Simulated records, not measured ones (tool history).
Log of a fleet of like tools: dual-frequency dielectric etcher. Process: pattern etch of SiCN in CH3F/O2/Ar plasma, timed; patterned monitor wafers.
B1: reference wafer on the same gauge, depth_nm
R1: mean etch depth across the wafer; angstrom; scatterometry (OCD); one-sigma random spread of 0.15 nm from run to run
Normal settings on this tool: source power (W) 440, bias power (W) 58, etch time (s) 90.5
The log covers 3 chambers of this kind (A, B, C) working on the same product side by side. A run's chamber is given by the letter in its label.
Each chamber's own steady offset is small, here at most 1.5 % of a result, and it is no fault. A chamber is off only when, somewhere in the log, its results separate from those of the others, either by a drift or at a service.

Run 1B, hour 3.5: usual settings; B1 31.388. Result: R1 329.05 angstrom.
Run 2A, hour 7.3: usual settings; B1 31.363. Result: R1 331.4 angstrom.
Run 3C, hour 11.1: usual settings; B1 31.37. Result: R1 325.32 angstrom.
Run 4A, hour 13.5: usual settings; B1 31.431. Result: R1 328.08 angstrom.
Run 5B, hour 17: usual settings; B1 31.386. Result: R1 326.63 angstrom.
Run 6C, hour 19.7: usual settings; B1 31.398. Result: R1 326.64 angstrom.
Run 7A, hour 23.5: usual settings; B1 31.382. Result: R1 330.82 angstrom.
Run 8B, hour 27.3: usual settings but source power (W) 530, bias power (W) 65; B1 31.399. Result: R1 370.07 angstrom.
Run 9C, hour 31.4: usual settings but source power (W) 530, bias power (W) 65; B1 31.386. Result: R1 367.18 angstrom.
Run 10B, hour 35.1: usual settings but source power (W) 530, bias power (W) 65; B1 31.413. Result: R1 372.38 angstrom.
Run 11C, hour 38: usual settings; B1 31.407. Result: R1 328.89 angstrom.
Run 12A, hour 41.3: usual settings; B1 31.391. Result: R1 331.07 angstrom.
Run 13C, hour 45: usual settings; B1 31.389. Result: R1 328.6 angstrom.
Run 14A, hour 47: usual settings; B1 31.419. Result: R1 330.85 angstrom.
Run 15B, hour 50: usual settings but source power (W) 410; B1 31.373. Result: R1 326.23 angstrom.
Run 16B, hour 54.3: usual settings but source power (W) 410; B1 31.388. Result: R1 326.13 angstrom.
Run 17A, hour 56.6: usual settings but source power (W) 410; B1 31.38. Result: R1 319.56 angstrom.
Run 18C, hour 58.8: usual settings; B1 31.372. Result: R1 330.85 angstrom.
Run 19B, hour 62.2: usual settings; B1 31.382. Result: R1 337.71 angstrom.
Run 20A, hour 66.2: usual settings but source power (W) 520, bias power (W) 67; B1 31.371. Result: R1 367.3 angstrom.
At hour 67.2: chamber C: wet clean of the chamber.
Run 21C, hour 68.8: usual settings but source power (W) 520, bias power (W) 67; B1 31.403. Result: R1 365.17 angstrom.
Run 22A, hour 71.6: usual settings but source power (W) 520, bias power (W) 67; B1 31.422. Result: R1 370.24 angstrom.
Run 23B, hour 75.1: usual settings; B1 31.408. Result: R1 340.47 angstrom.
Run 24C, hour 77.4: usual settings; B1 31.386. Result: R1 329.45 angstrom.

Has any chamber moved away from the others, gradually or after a service, or does the common gauge drift, or do the chambers differ only by their own small steady offsets? State the chamber and the most likely cause if one applies.

One chamber, B, drifts off from the rest bit by bit.
Likeliest cause: etch rate over this chamber's usual, % = 3.76.

Which of the 4 candidates below, each the usual settings with something changed and its results left as question marks, puts chamber B back in line with what the other chambers give on the usual settings?
In-line tolerance around the mean of the other chambers on the usual settings: R1 5.4 angstrom
Run 25B-1, hour 80.5: usual settings but source power (W) 430, bias power (W) 57. Result: R1 ?.
Run 25B-2, hour 80.5: usual settings but source power (W) 450, bias power (W) 59. Result: R1 ?.
Run 25B-3, hour 80.5: usual settings but etch time (s) 87. Result: R1 ?.
Run 25B-4, hour 80.5: usual settings but etch time (s) 94. Result: R1 ?.

On the usual settings, the other chambers give on average: R1 328.49 angstrom
  run      R1
25B-1  336.85
25B-2  346.86
25B-3  328.65
25B-4  355.09
With 25B-3, the chamber falls back in line with the rest.
